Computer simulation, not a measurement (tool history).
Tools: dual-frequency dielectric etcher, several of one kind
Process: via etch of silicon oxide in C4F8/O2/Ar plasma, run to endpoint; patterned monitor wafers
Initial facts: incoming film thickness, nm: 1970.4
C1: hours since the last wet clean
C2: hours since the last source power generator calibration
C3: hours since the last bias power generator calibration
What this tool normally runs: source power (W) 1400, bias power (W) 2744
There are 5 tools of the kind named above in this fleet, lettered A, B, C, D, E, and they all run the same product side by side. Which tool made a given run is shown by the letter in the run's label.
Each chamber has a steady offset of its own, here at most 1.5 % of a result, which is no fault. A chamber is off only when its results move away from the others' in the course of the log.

run 1B hour=8.7 | source_power_(W)=1400 bias_power_(W)=2744 | C1=455.7 C2=404.9 C3=2335.6 | endpoint_time_(s)=406.57
run 2C hour=18.7 | source_power_(W)=1400 bias_power_(W)=2744 | C1=241.3 C2=476.1 C3=1692.8 | endpoint_time_(s)=406.93
-- hour=20.8 chamber E: wet clean of the chamber
run 3A hour=25.8 | source_power_(W)=1400 bias_power_(W)=2744 | C1=185.2 C2=2302.1 C3=2352.7 | endpoint_time_(s)=404.64
run 4D hour=35.2 | source_power_(W)=1400 bias_power_(W)=2744 | C1=666.2 C2=2550.5 C3=1304.6 | endpoint_time_(s)=405.39
run 5E hour=45.5 | source_power_(W)=1400 bias_power_(W)=2744 | C1=24.8 C2=799.3 C3=3416.3 | endpoint_time_(s)=415.40
-- hour=47.5 chamber D: wet clean of the chamber
run 6C hour=50.9 | source_power_(W)=1400 bias_power_(W)=2744 | C1=273.5 C2=508.3 C3=1725.0 | endpoint_time_(s)=403.31
run 7E hour=61.7 | source_power_(W)=1400 bias_power_(W)=2744 | C1=41.0 C2=815.5 C3=3432.5 | endpoint_time_(s)=411.64
run 8B hour=72.5 | source_power_(W)=1400 bias_power_(W)=2509 | C1=519.5 C2=468.7 C3=2399.4 | endpoint_time_(s)=417.89
-- hour=77.9 chamber B: wet clean of the chamber
run 9D hour=78.2 | source_power_(W)=1400 bias_power_(W)=2509 | C1=30.8 C2=2593.5 C3=1347.6 | endpoint_time_(s)=418.66
-- hour=80.6 chamber A: source power generator calibrated
run 10A hour=85.7 | source_power_(W)=1400 bias_power_(W)=2509 | C1=245.1 C2=5.2 C3=2412.6 | endpoint_time_(s)=417.24
run 11C hour=91.6 | source_power_(W)=1400 bias_power_(W)=2509 | C1=314.2 C2=549.0 C3=1765.7 | endpoint_time_(s)=415.34
run 12D hour=98.8 | source_power_(W)=1400 bias_power_(W)=2509 | C1=51.4 C2=2614.1 C3=1368.2 | endpoint_time_(s)=420.16
run 13E hour=110.4 | source_power_(W)=1400 bias_power_(W)=2744 | C1=89.7 C2=864.2 C3=3481.2 | endpoint_time_(s)=412.69
run 14B hour=117.6 | source_power_(W)=1400 bias_power_(W)=2744 | C1=39.8 C2=513.8 C3=2444.5 | endpoint_time_(s)=406.37
run 15A hour=123.7 | source_power_(W)=1400 bias_power_(W)=2744 | C1=283.1 C2=43.2 C3=2450.6 | endpoint_time_(s)=405.56
run 16E hour=134.8 | source_power_(W)=1400 bias_power_(W)=2744 | C1=114.1 C2=888.6 C3=3505.6 | endpoint_time_(s)=411.30
run 17A hour=144.5 | source_power_(W)=1400 bias_power_(W)=2744 | C1=303.9 C2=64.0 C3=2471.4 | endpoint_time_(s)=405.81
run 18D hour=156.2 | source_power_(W)=1400 bias_power_(W)=2744 | C1=108.8 C2=2671.5 C3=1425.6 | endpoint_time_(s)=406.10
run 19C hour=161.9 | source_power_(W)=1400 bias_power_(W)=2744 | C1=384.5 C2=619.3 C3=1836.0 | endpoint_time_(s)=403.40
run 20B hour=169.8 | source_power_(W)=1400 bias_power_(W)=2744 | C1=92.0 C2=566.0 C3=2496.7 | endpoint_time_(s)=406.61
-- hour=177.5 chamber E: bias power generator calibrated
run 21A hour=180.9 | source_power_(W)=1400 bias_power_(W)=2744 | C1=340.3 C2=100.4 C3=2507.8 | endpoint_time_(s)=402.33
-- hour=185.9 chamber C: wet clean of the chamber
run 22E hour=190.1 | source_power_(W)=1400 bias_power_(W)=2744 | C1=169.4 C2=943.9 C3=12.7 | endpoint_time_(s)=411.71
-- hour=191.0 chamber A: wet clean of the chamber
run 23D hour=199.2 | source_power_(W)=1690 bias_power_(W)=3292 | C1=151.8 C2=2714.5 C3=1468.6 | endpoint_time_(s)=358.05
run 24B hour=206.3 | source_power_(W)=1690 bias_power_(W)=3292 | C1=128.5 C2=602.5 C3=2533.2 | endpoint_time_(s)=355.58
run 25C hour=214.3 | source_power_(W)=1690 bias_power_(W)=3292 | C1=28.5 C2=671.7 C3=1888.4 | endpoint_time_(s)=352.15
run 26C hour=225.2 | source_power_(W)=1690 bias_power_(W)=3292 | C1=39.4 C2=682.6 C3=1899.3 | endpoint_time_(s)=355.14
run 27D hour=231.1 | source_power_(W)=1690 bias_power_(W)=3292 | C1=183.7 C2=2746.4 C3=1500.5 | endpoint_time_(s)=356.00
run 28B hour=237.3 | source_power_(W)=1400 bias_power_(W)=2744 | C1=159.5 C2=633.5 C3=2564.2 | endpoint_time_(s)=409.74
run 29E hour=242.7 | source_power_(W)=1400 bias_power_(W)=2744 | C1=222.0 C2=996.5 C3=65.3 | endpoint_time_(s)=413.92
run 30A hour=251.2 | source_power_(W)=1400 bias_power_(W)=2744 | C1=60.2 C2=170.7 C3=2578.1 | endpoint_time_(s)=406.29
run 31E hour=261.6 | source_power_(W)=1400 bias_power_(W)=2744 | C1=240.9 C2=1015.4 C3=84.2 | endpoint_time_(s)=411.43
run 32D hour=268.9 | source_power_(W)=1400 bias_power_(W)=2744 | C1=221.5 C2=2784.2 C3=1538.3 | endpoint_time_(s)=406.35
run 33B hour=279.7 | source_power_(W)=1400 bias_power_(W)=2744 | C1=201.9 C2=675.9 C3=2606.6 | endpoint_time_(s)=406.20
run 34C hour=289.7 | source_power_(W)=1400 bias_power_(W)=2744 | C1=103.9 C2=747.1 C3=1963.8 | endpoint_time_(s)=405.43
run 35A hour=298.4 | source_power_(W)=1400 bias_power_(W)=2744 | C1=107.4 C2=217.9 C3=2625.3 | endpoint_time_(s)=405.29
run 36E hour=310.1 | source_power_(W)=1400 bias_power_(W)=2744 | C1=289.4 C2=1063.9 C3=132.7 | endpoint_time_(s)=411.12
run 37B hour=322.2 | source_power_(W)=1400 bias_power_(W)=2744 | C1=244.4 C2=718.4 C3=2649.1 | endpoint_time_(s)=407.10

Is one chamber out of step, is the gauge drifting, or do the chambers differ by no more than their own small offsets? For an off chamber, give its letter and the likeliest cause.

Nothing is wrong: each chamber keeps only its own small, steady offset and the gauge holds still.
